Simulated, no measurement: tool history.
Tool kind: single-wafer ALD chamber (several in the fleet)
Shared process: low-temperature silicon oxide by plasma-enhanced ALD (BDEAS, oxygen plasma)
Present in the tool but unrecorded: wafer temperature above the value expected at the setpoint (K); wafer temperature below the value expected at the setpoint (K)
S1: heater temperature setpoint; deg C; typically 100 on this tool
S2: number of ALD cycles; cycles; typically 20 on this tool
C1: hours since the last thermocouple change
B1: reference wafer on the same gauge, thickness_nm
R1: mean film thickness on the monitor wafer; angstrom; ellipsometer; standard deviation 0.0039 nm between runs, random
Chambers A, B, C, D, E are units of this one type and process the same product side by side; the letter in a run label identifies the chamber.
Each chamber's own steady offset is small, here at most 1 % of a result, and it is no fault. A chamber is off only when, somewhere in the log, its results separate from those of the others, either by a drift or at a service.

| run | hour | S1 | S2 | C1 | B1 | R1 |
|---|---|---|---|---|---|---|
| 1A | 6.1 | 100 | 20 | 1383.2 | 2.8409 | 28.734 |
| 2E | 12.2 | 100 | 20 | 155.3 | 2.8416 | 28.634 |
| 3D | 17.6 | 100 | 20 | 1939.6 | 2.8415 | 28.579 |
| 4C | 24.5 | 100 | 20 | 1091.9 | 2.8407 | 28.699 |
| 5B | 31.3 | 100 | 20 | 776.9 | 2.8425 | 28.455 |
| 6E | 35.2 | 100 | 20 | 178.3 | 2.8428 | 28.653 |
| 7D | 38.9 | 100 | 20 | 1960.9 | 2.8426 | 28.563 |
| 8C | 44.3 | 100 | 20 | 1111.7 | 2.8436 | 28.662 |
| 9B | 48.0 | 100 | 20 | 793.6 | 2.8422 | 28.431 |
| 10A | 56.0 | 100 | 20 | 1433.1 | 2.8438 | 28.782 |
| 11D | 60.8 | 100 | 20 | 1982.8 | 2.8432 | 28.654 |
| 12C | 68.1 | 100 | 20 | 1135.5 | 2.8433 | 28.716 |
| 13E | 76.2 | 100 | 20 | 219.3 | 2.8450 | 28.698 |
| 14A | 80.1 | 100 | 20 | 1457.2 | 2.8456 | 28.757 |
| 15B | 85.5 | 100 | 20 | 831.1 | 2.8447 | 28.562 |
| 16A | 89.7 | 100 | 20 | 1466.8 | 2.8457 | 28.769 |
| 17E | 96.3 | 100 | 20 | 239.4 | 2.8452 | 28.735 |
| 18C | 103.2 | 100 | 20 | 1170.6 | 2.8457 | 28.683 |
| 19D | 108.9 | 100 | 16 | 2030.9 | 2.8469 | 22.942 |
| 20B | 116.8 | 100 | 16 | 862.4 | 2.8469 | 22.866 |
| 21E | 124.2 | 100 | 16 | 267.3 | 2.8477 | 23.012 |
| 22C | 132.3 | 100 | 16 | 1199.7 | 2.8480 | 22.963 |
| 23D | 138.8 | 100 | 16 | 2060.8 | 2.8473 | 22.977 |
| 24A | 142.4 | 100 | 24 | 1519.5 | 2.8484 | 34.545 |
| 25B | 146.4 | 100 | 24 | 892.0 | 2.8495 | 34.252 |
| 26A | 152.9 | 100 | 24 | 1530.0 | 2.8502 | 34.596 |
| 27B | 159.5 | 100 | 24 | 905.1 | 2.8498 | 34.330 |
| 28E | 166.1 | 100 | 24 | 309.2 | 2.8499 | 34.515 |
| 29C | 173.4 | 100 | 20 | 1240.8 | 2.8492 | 28.788 |
| 30D | 181.4 | 100 | 20 | 2103.4 | 2.8504 | 28.580 |
| 31D | 188.4 | 100 | 20 | 2110.4 | 2.8524 | 28.711 |
| 32E | 193.3 | 100 | 20 | 336.4 | 2.8516 | 28.719 |
| 33B | 201.5 | 100 | 20 | 947.1 | 2.8519 | 28.651 |
| 34C | 207.1 | 100 | 20 | 1274.5 | 2.8511 | 28.765 |
| 35A | 212.8 | 100 | 20 | 1589.9 | 2.8523 | 28.824 |
| 36C | 216.4 | 100 | 20 | 1283.8 | 2.8526 | 28.802 |
| 37E | 223.5 | 100 | 20 | 366.6 | 2.8533 | 28.826 |
| 38D | 230.8 | 100 | 20 | 2152.8 | 2.8522 | 28.701 |
| 39A | 237.2 | 100 | 20 | 1614.3 | 2.8542 | 28.849 |
| 40B | 243.4 | 100 | 20 | 989.0 | 2.8543 | 28.581 |
| 41C | 249.4 | 100 | 20 | 1316.8 | 2.8536 | 28.792 |
| 42D | 253.5 | 100 | 20 | 2175.5 | 2.8544 | 28.732 |
| 43E | 258.4 | 91 | 17 | 401.5 | 2.8561 | 25.303 |

Is one chamber off against the others, does the gauge drift, or is nothing wrong? If a chamber is off, say which, and what the likeliest cause is.

Every chamber seems to shift together because the gauge that measures them all drifts; the chambers themselves are fine.
What lies behind it: gauge reads high (%) = 0.552.

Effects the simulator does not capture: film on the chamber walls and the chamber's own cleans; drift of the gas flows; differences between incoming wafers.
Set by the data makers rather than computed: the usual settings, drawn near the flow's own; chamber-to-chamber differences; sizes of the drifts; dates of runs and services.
